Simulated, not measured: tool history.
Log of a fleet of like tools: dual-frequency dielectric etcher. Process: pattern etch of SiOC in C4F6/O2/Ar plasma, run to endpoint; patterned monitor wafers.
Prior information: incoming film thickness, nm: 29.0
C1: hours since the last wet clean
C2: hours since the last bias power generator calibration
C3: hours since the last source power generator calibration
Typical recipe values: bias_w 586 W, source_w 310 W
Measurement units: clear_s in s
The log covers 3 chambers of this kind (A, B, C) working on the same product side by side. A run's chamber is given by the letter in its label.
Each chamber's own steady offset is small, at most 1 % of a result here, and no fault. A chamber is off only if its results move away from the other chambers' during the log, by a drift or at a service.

Run 1C, hour 6.6: usual settings; C1 230.8; C2 2572.4; C3 180.2. Result: clear_s 10.0920 s.
Run 2B, hour 16.9: usual settings; C1 477.7; C2 2747.3; C3 2496.6. Result: clear_s 10.0590 s.
Run 3A, hour 24.3: usual settings; C1 170.2; C2 1623.4; C3 1248.8. Result: clear_s 9.9927 s.
Run 4A, hour 33.2: usual settings; C1 179.1; C2 1632.3; C3 1257.7. Result: clear_s 9.9173 s.
Run 5C, hour 41.5: usual settings; C1 265.7; C2 2607.3; C3 215.1. Result: clear_s 10.1270 s.
Run 6B, hour 47.2: usual settings; C1 508.0; C2 2777.6; C3 2526.9. Result: clear_s 10.1960 s.
At hour 50.2: chamber B: wet clean of the chamber.
Run 7A, hour 55.1: usual settings; C1 201.0; C2 1654.2; C3 1279.6. Result: clear_s 10.0440 s.
Run 8C, hour 60.7: usual settings; C1 284.9; C2 2626.5; C3 234.3. Result: clear_s 10.1140 s.
Run 9B, hour 65.7: usual settings but bias_w 529 W, source_w 280 W; C1 15.6; C2 2796.1; C3 2545.4. Result: clear_s 10.9470 s.
Run 10B, hour 72.6: usual settings but bias_w 529 W, source_w 280 W; C1 22.5; C2 2803.0; C3 2552.3. Result: clear_s 10.8430 s.
Run 11A, hour 81.5: usual settings but bias_w 529 W, source_w 280 W; C1 227.4; C2 1680.6; C3 1306.0. Result: clear_s 10.8850 s.
Run 12C, hour 89.4: usual settings but bias_w 507 W, source_w 270 W; C1 313.6; C2 2655.2; C3 263.0. Result: clear_s 11.3280 s.
Run 13B, hour 100.0: usual settings but bias_w 507 W, source_w 270 W; C1 49.9; C2 2830.4; C3 2579.7. Result: clear_s 11.1590 s.
Run 14A, hour 105.6: usual settings but bias_w 507 W, source_w 270 W; C1 251.5; C2 1704.7; C3 1330.1. Result: clear_s 11.0530 s.
Run 15C, hour 112.6: usual settings; C1 336.8; C2 2678.4; C3 286.2. Result: clear_s 10.2770 s.
Run 16B, hour 119.5: usual settings; C1 69.4; C2 2849.9; C3 2599.2. Result: clear_s 10.1140 s.
Run 17A, hour 128.8: usual settings; C1 274.7; C2 1727.9; C3 1353.3. Result: clear_s 9.9838 s.
Run 18C, hour 139.2: usual settings; C1 363.4; C2 2705.0; C3 312.8. Result: clear_s 10.3210 s.
Run 19C, hour 145.0: usual settings; C1 369.2; C2 2710.8; C3 318.6. Result: clear_s 10.4300 s.
Run 20B, hour 155.4: usual settings; C1 105.3; C2 2885.8; C3 2635.1. Result: clear_s 9.9959 s.
Run 21A, hour 163.4: usual settings but bias_w 446 W; C1 309.3; C2 1762.5; C3 1387.9. Result: clear_s 10.9640 s.
Run 22B, hour 174.0: usual settings but bias_w 446 W; C1 123.9; C2 2904.4; C3 2653.7. Result: clear_s 11.3000 s.

The same settings go to every chamber for the next run, one line per chamber below. Forecast the results for each:
Run 23A, hour 181.7: usual settings. Result: clear_s ?.
Run 23B, hour 181.7: usual settings. Result: clear_s ?.
Run 23C, hour 181.7: usual settings. Result: clear_s ?.

run  clear_s
23A  10.0010
23B  10.1270
23C  10.5030
